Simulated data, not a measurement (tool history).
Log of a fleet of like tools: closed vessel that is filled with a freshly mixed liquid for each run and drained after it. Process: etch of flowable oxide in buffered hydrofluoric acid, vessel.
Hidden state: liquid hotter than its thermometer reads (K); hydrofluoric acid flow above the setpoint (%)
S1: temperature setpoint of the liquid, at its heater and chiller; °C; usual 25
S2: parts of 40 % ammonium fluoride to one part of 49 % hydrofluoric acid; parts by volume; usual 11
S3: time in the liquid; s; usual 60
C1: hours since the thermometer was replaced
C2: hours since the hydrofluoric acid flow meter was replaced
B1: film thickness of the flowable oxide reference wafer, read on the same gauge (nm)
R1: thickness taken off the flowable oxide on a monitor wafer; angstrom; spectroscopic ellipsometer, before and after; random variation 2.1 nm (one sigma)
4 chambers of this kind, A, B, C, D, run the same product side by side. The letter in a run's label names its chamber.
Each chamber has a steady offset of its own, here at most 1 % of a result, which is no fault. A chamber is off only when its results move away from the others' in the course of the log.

run	hour	S1	S2	S3	C1	C2	B1	R1
1D	2.8	25	11	60	1073.8	1459.2	110.01	2282.2
2C	5.2	25	11	60	644.1	498.3	110	2299
3B	7.8	25	11	60	302.4	1230.1	110.03	2266.3
4A	12.3	25	11	60	1365.9	1316.3	109.98	2276.1
5D	17.5	25	11	60	1088.5	1473.9	110	2282.4
6A	21.4	25	11	60	1375	1325.4	109.99	2254.9
7B	24.6	25	11	60	319.2	1246.9	110	2321.2
8C	28.6	25	11	60	667.5	521.7	110.03	2251.3
9D	33.4	25	11	60	1104.4	1489.8	110	2333.3
# hour 34.5: chamber A: hydrofluoric acid flow meter replaced
10B	36.9	25	11	60	331.5	1259.2	110.03	2290.2
11C	41.4	25	11	60	680.3	534.5	109.98	2281.4
12A	45.7	25	11	60	1399.3	11.2	110.03	2262.6
13B	48.3	25	11	60	342.9	1270.6	109.99	2286.5
14C	53.2	25	8	60	692.1	546.3	110	3091.5
15A	58.7	25	8	60	1412.3	24.2	110	3050.3
# hour 61.1: chamber B: hydrofluoric acid flow meter replaced
16D	63.8	25	8	60	1134.8	1520.2	110.03	3096.4
17D	66.9	25	8	60	1137.9	1523.3	110	3063.5
18A	70.1	25	11	60	1423.7	35.6	110.01	2292
19C	72.9	25	11	60	711.8	566	110.01	2326.9
20B	78.1	25	11	60	372.7	17	109.98	2231
# hour 80.2: chamber D: hydrofluoric acid flow meter replaced
21C	81	25	11	60	719.9	574.1	110	2369.6
22A	84.6	25	11	60	1438.2	50.1	109.97	2266.4
23D	89.7	25	11	60	1160.7	9.6	110.01	2309.5
24B	94.3	25	11	60	388.9	33.2	110.02	2314.1
25A	98.5	25	11	60	1452.1	64	110	2247.3
26D	101.2	25	11	60	1172.2	21.1	110	2281.8
27B	104.4	25	11	60	399	43.3	109.99	2277.8
28C	109.5	25	11	60	748.4	602.6	109.99	2498.2
29C	113.9	25	11	60	752.8	607	110.02	2432.4
30B	116.4	25	11	60	411	55.3	110.01	2264.3
31D	121.8	25	11	60	1192.8	41.7	110.01	2269
32A	126.7	21	8	60	1480.3	92.2	109.99	2444.6
33B	130.2	21	8	60	424.8	69.1	110	2434.8
34D	134	21	8	60	1205	53.9	110	2430.9
35C	136.6	21	8	60	775.5	629.7	109.99	2707.3
36A	140.9	25	11	60	1494.5	106.4	110.01	2265.3
37A	146.3	25	11	60	1499.9	111.8	109.99	2302
38B	148.8	25	11	60	443.4	87.7	110.02	2317.4
39C	151.9	29	9	60	790.8	645	110	3716.4
40D	155.2	29	9	60	1226.2	75.1	109.99	3341.7
41A	160.4	29	9	60	1514	125.9	110	3304.1
42B	163.9	29	9	60	458.5	102.8	110.01	3293.8
43C	167.8	22	11	60	806.7	660.9	109.98	2163.8

Is one chamber off against the others, does the gauge drift, or is nothing wrong? If a chamber is off, say which, and what the likeliest cause is.

Chamber C drifts away from the others.
Cause: liquid hotter than its thermometer reads (K) = 2.44.

Here are 4 candidates for chamber C's next run, each the usual settings with a change, their results left as question marks. Which one brings its results back in line with what the others give on the usual settings?
In line means no further than this from the other chambers' mean on the usual settings: R1 73 angstrom
44C-1	171.8	25	10.5	60				?
44C-2	171.8	22.5	11	60				?
44C-3	171.8	26	10	60				?
44C-4	171.8	25	11.5	60				?

The other chambers' mean on the usual settings: R1 2272.7 angstrom
run	R1
44C-1	2722.6
44C-2	2275.8
44C-3	3008.2
44C-4	2488.7
44C-2 brings the chamber back in line.

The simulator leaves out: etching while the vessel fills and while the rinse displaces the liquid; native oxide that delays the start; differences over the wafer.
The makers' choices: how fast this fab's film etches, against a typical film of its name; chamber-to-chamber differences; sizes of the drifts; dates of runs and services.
